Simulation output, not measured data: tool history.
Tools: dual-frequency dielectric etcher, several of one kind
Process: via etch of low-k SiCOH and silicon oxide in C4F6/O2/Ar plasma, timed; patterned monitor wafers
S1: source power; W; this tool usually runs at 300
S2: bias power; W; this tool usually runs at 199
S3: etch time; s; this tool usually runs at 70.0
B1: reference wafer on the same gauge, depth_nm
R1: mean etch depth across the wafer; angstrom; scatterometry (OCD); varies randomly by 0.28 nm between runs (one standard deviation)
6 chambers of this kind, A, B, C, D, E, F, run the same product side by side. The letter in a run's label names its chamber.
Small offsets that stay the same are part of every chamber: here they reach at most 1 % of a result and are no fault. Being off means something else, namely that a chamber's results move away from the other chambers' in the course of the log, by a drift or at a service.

run 1C hour=6.3 | S1=300 S2=199 S3=70.0 | B1=175.98 | R1=1822.9
run 2F hour=19.5 | S1=300 S2=199 S3=70.0 | B1=176.04 | R1=1809.4
run 3E hour=31.6 | S1=300 S2=199 S3=70.0 | B1=176.15 | R1=1824.9
-- hour=35.4 chamber C: wet clean of the chamber
run 4B hour=43.2 | S1=300 S2=199 S3=70.0 | B1=176.16 | R1=1827.2
run 5A hour=56.1 | S1=300 S2=199 S3=70.0 | B1=176.17 | R1=1815.2
run 6D hour=64.1 | S1=300 S2=199 S3=70.0 | B1=176.19 | R1=1819.0
run 7E hour=75.0 | S1=300 S2=199 S3=70.0 | B1=176.18 | R1=1826.5
run 8D hour=88.0 | S1=300 S2=199 S3=70.0 | B1=176.26 | R1=1825.5
run 9C hour=100.8 | S1=300 S2=199 S3=70.0 | B1=176.28 | R1=1825.3
run 10F hour=113.5 | S1=300 S2=199 S3=70.0 | B1=176.38 | R1=1813.7
run 11A hour=125.0 | S1=300 S2=199 S3=70.0 | B1=176.43 | R1=1817.3
run 12B hour=132.2 | S1=300 S2=199 S3=70.0 | B1=176.34 | R1=1823.1
run 13C hour=144.6 | S1=300 S2=199 S3=70.0 | B1=176.37 | R1=1829.4
run 14A hour=152.0 | S1=300 S2=199 S3=70.0 | B1=176.40 | R1=1816.0
run 15B hour=164.9 | S1=300 S2=199 S3=70.0 | B1=176.52 | R1=1821.5
run 16F hour=173.5 | S1=300 S2=216 S3=51.5 | B1=176.50 | R1=1369.0
run 17E hour=180.1 | S1=300 S2=216 S3=51.5 | B1=176.47 | R1=1386.1
-- hour=181.2 chamber E: bias power generator calibrated
run 18D hour=186.4 | S1=300 S2=216 S3=51.5 | B1=176.52 | R1=1375.3
run 19D hour=192.3 | S1=300 S2=216 S3=51.5 | B1=176.54 | R1=1377.6
run 20B hour=200.8 | S1=300 S2=216 S3=51.5 | B1=176.50 | R1=1380.2
run 21E hour=212.2 | S1=300 S2=216 S3=51.5 | B1=176.59 | R1=1385.6
run 22C hour=224.9 | S1=300 S2=199 S3=70.0 | B1=176.64 | R1=1834.2
run 23A hour=231.1 | S1=300 S2=199 S3=70.0 | B1=176.65 | R1=1822.0
run 24F hour=240.5 | S1=300 S2=199 S3=70.0 | B1=176.69 | R1=1817.6
run 25E hour=248.3 | S1=300 S2=199 S3=70.0 | B1=176.71 | R1=1827.5
-- hour=250.5 chamber F: bias power generator calibrated
run 26F hour=255.6 | S1=300 S2=199 S3=70.0 | B1=176.76 | R1=1817.3
run 27A hour=267.0 | S1=300 S2=199 S3=70.0 | B1=176.85 | R1=1825.5
run 28B hour=277.5 | S1=300 S2=199 S3=70.0 | B1=176.71 | R1=1825.1
-- hour=278.0 chamber B: source power generator calibrated
run 29D hour=286.0 | S1=300 S2=199 S3=70.0 | B1=176.82 | R1=1821.7
-- hour=289.1 chamber F: wet clean of the chamber
run 30C hour=292.1 | S1=270 S2=228 S3=70.0 | B1=176.80 | R1=1845.6
run 31A hour=301.0 | S1=270 S2=228 S3=70.0 | B1=176.85 | R1=1832.5
run 32E hour=314.1 | S1=270 S2=228 S3=70.0 | B1=176.84 | R1=1840.9
-- hour=314.9 chamber E: wet clean of the chamber
run 33C hour=324.4 | S1=270 S2=228 S3=70.0 | B1=176.99 | R1=1841.3
run 34D hour=335.4 | S1=270 S2=228 S3=70.0 | B1=176.98 | R1=1830.8
run 35B hour=343.7 | S1=270 S2=228 S3=70.0 | B1=177.04 | R1=1838.6
run 36F hour=355.8 | S1=300 S2=199 S3=70.0 | B1=177.00 | R1=1820.9
run 37F hour=364.4 | S1=300 S2=199 S3=70.0 | B1=177.03 | R1=1820.2
run 38B hour=371.7 | S1=300 S2=199 S3=70.0 | B1=176.99 | R1=1828.2
run 39A hour=381.6 | S1=300 S2=199 S3=70.0 | B1=177.04 | R1=1827.2
run 40E hour=388.4 | S1=300 S2=199 S3=70.0 | B1=177.08 | R1=1831.3

Is one chamber off against the others, does the gauge drift, or is nothing wrong? If a chamber is off, say which, and what the likeliest cause is.

Gauge drift. The chambers move together only on paper, and none stands off.
What lies behind it: gauge reads high (%) = 0.641.

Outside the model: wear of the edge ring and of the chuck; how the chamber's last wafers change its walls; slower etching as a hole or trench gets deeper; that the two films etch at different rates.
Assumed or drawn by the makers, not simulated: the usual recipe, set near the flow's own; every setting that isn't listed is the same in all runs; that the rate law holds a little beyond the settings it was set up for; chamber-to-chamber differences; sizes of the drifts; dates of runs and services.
